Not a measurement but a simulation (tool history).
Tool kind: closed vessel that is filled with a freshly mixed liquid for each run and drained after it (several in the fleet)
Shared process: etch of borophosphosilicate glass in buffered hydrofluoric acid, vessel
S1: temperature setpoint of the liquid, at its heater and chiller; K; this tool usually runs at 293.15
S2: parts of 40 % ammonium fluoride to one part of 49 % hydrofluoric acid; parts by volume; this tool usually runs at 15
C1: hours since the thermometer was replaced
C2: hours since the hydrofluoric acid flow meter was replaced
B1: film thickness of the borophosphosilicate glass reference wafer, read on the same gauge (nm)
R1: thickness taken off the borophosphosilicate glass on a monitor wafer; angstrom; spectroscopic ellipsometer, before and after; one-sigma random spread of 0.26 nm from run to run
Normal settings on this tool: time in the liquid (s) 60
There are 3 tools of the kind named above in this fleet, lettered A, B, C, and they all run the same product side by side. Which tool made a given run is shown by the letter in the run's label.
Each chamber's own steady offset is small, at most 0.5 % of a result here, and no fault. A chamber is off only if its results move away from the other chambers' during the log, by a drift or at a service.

run 1B day=0.412 | S1=293.15 S2=15 time_in_the_liquid_(s)=60 | C1=738.6 C2=16.4 | B1=80.007 | R1=405.07
run 2A day=0.708 | S1=293.15 S2=15 time_in_the_liquid_(s)=60 | C1=1106.9 C2=1526.0 | B1=80.049 | R1=407.21
-- day=1.204 chamber C: hydrofluoric acid flow meter replaced
run 3C day=1.283 | S1=293.15 S2=15 time_in_the_liquid_(s)=60 | C1=765.3 C2=2.0 | B1=79.995 | R1=403.91
run 4B day=1.592 | S1=293.15 S2=15 time_in_the_liquid_(s)=60 | C1=766.9 C2=44.7 | B1=80.004 | R1=403.55
run 5C day=1.983 | S1=293.15 S2=15 time_in_the_liquid_(s)=60 | C1=782.1 C2=18.8 | B1=80.012 | R1=401.73
run 6A day=2.521 | S1=293.15 S2=15 time_in_the_liquid_(s)=60 | C1=1150.4 C2=1569.5 | B1=80.005 | R1=409.59
-- day=3.062 chamber A: hydrofluoric acid flow meter replaced
run 7C day=3.175 | S1=293.15 S2=15 time_in_the_liquid_(s)=60 | C1=810.7 C2=47.4 | B1=80.004 | R1=399.56
run 8B day=3.712 | S1=293.15 S2=15 time_in_the_liquid_(s)=60 | C1=817.8 C2=95.6 | B1=79.980 | R1=399.65
run 9A day=4.108 | S1=296.15 S2=15 time_in_the_liquid_(s)=60 | C1=1188.5 C2=25.1 | B1=80.008 | R1=475.23
run 10A day=4.608 | S1=296.15 S2=15 time_in_the_liquid_(s)=60 | C1=1200.5 C2=37.1 | B1=80.045 | R1=478.19
run 11B day=5.092 | S1=296.15 S2=15 time_in_the_liquid_(s)=60 | C1=850.9 C2=128.7 | B1=80.046 | R1=480.35
run 12C day=5.662 | S1=293.15 S2=15 time_in_the_liquid_(s)=60 | C1=870.4 C2=107.1 | B1=79.963 | R1=402.09
run 13B day=6.033 | S1=293.15 S2=15 time_in_the_liquid_(s)=60 | C1=873.5 C2=151.3 | B1=79.998 | R1=403.91
-- day=6.096 chamber B: thermometer replaced
run 14C day=6.529 | S1=293.15 S2=15 time_in_the_liquid_(s)=60 | C1=891.2 C2=127.9 | B1=79.992 | R1=402.25
run 15A day=7.192 | S1=293.15 S2=15 time_in_the_liquid_(s)=60 | C1=1262.5 C2=99.1 | B1=80.038 | R1=400.25
run 16C day=7.638 | S1=293.15 S2=15 time_in_the_liquid_(s)=60 | C1=917.8 C2=154.5 | B1=80.044 | R1=409.51
run 17B day=8.262 | S1=293.15 S2=15 time_in_the_liquid_(s)=60 | C1=52.1 C2=204.8 | B1=79.989 | R1=403.57
run 18A day=8.758 | S1=293.15 S2=15 time_in_the_liquid_(s)=60 | C1=1300.1 C2=136.7 | B1=80.050 | R1=403.33
run 19C day=9.175 | S1=293.15 S2=15 time_in_the_liquid_(s)=60 | C1=954.7 C2=191.4 | B1=80.048 | R1=411.25
run 20B day=9.558 | S1=293.15 S2=15 time_in_the_liquid_(s)=60 | C1=83.2 C2=235.9 | B1=80.034 | R1=402.24
run 21A day=10.104 | S1=293.15 S2=15 time_in_the_liquid_(s)=60 | C1=1332.4 C2=169.0 | B1=80.005 | R1=403.15
run 22B day=10.688 | S1=293.15 S2=15 time_in_the_liquid_(s)=60 | C1=110.3 C2=263.0 | B1=80.017 | R1=401.48
run 23A day=11.354 | S1=293.15 S2=15 time_in_the_liquid_(s)=60 | C1=1362.4 C2=199.0 | B1=79.990 | R1=410.48
run 24C day=11.858 | S1=293.15 S2=17 time_in_the_liquid_(s)=80 | C1=1019.1 C2=255.8 | B1=80.017 | R1=497.90
run 25C day=12.521 | S1=293.15 S2=17 time_in_the_liquid_(s)=80 | C1=1035.0 C2=271.7 | B1=79.997 | R1=497.56
run 26B day=13.042 | S1=293.15 S2=17 time_in_the_liquid_(s)=80 | C1=166.8 C2=319.5 | B1=80.002 | R1=478.93
run 27A day=13.358 | S1=293.15 S2=15 time_in_the_liquid_(s)=60 | C1=1410.5 C2=247.1 | B1=80.014 | R1=404.46
run 28A day=13.925 | S1=293.15 S2=15 time_in_the_liquid_(s)=60 | C1=1424.1 C2=260.7 | B1=79.973 | R1=405.15
run 29C day=14.404 | S1=293.15 S2=15 time_in_the_liquid_(s)=60 | C1=1080.2 C2=316.9 | B1=80.004 | R1=420.52
run 30B day=14.733 | S1=293.15 S2=15 time_in_the_liquid_(s)=60 | C1=207.4 C2=360.1 | B1=79.981 | R1=407.36
run 31A day=15.254 | S1=295.15 S2=12 time_in_the_liquid_(s)=60 | C1=1456.0 C2=292.6 | B1=79.963 | R1=560.68
run 32C day=15.625 | S1=295.15 S2=12 time_in_the_liquid_(s)=60 | C1=1109.5 C2=346.2 | B1=80.017 | R1=603.76
run 33B day=16.133 | S1=295.15 S2=12 time_in_the_liquid_(s)=60 | C1=241.0 C2=393.7 | B1=80.027 | R1=562.42

One chamber off, gauge drift, or nothing amiss beyond the chambers' own small offsets? If it is a chamber, which one, and what is the likeliest cause?

Chamber C drifts away from the others.
Likeliest cause: liquid hotter than its thermometer reads (K) = 1.37.
The log might look much the same if the cause were instead: hydrofluoric acid flow above the setpoint (%).

Chamber C could run next with any of the 4 candidate recipes listed below; each alters the usual settings, and their results appear as question marks. Which one brings its results back in line with what the other chambers deliver on the usual settings?
In line here means within this much of the mean the other chambers give on the usual settings: R1 9.10 angstrom
run 34C-1 day=16.625 | S1=293.65 S2=15.0 time_in_the_liquid_(s)=60 | R1=?
run 34C-2 day=16.625 | S1=293.15 S2=16.0 time_in_the_liquid_(s)=60 | R1=?
run 34C-3 day=16.625 | S1=293.65 S2=14.5 time_in_the_liquid_(s)=60 | R1=?
run 34C-4 day=16.625 | S1=292.65 S2=15.0 time_in_the_liquid_(s)=60 | R1=?

The mean the other chambers reach with the usual settings: R1 404.13 angstrom
run=34C-1 R1=446.04
run=34C-2 R1=407.02
run=34C-3 R1=461.30
run=34C-4 R1=421.96
The right change is 34C-2: it brings the chamber back within the allowed miss of the others.
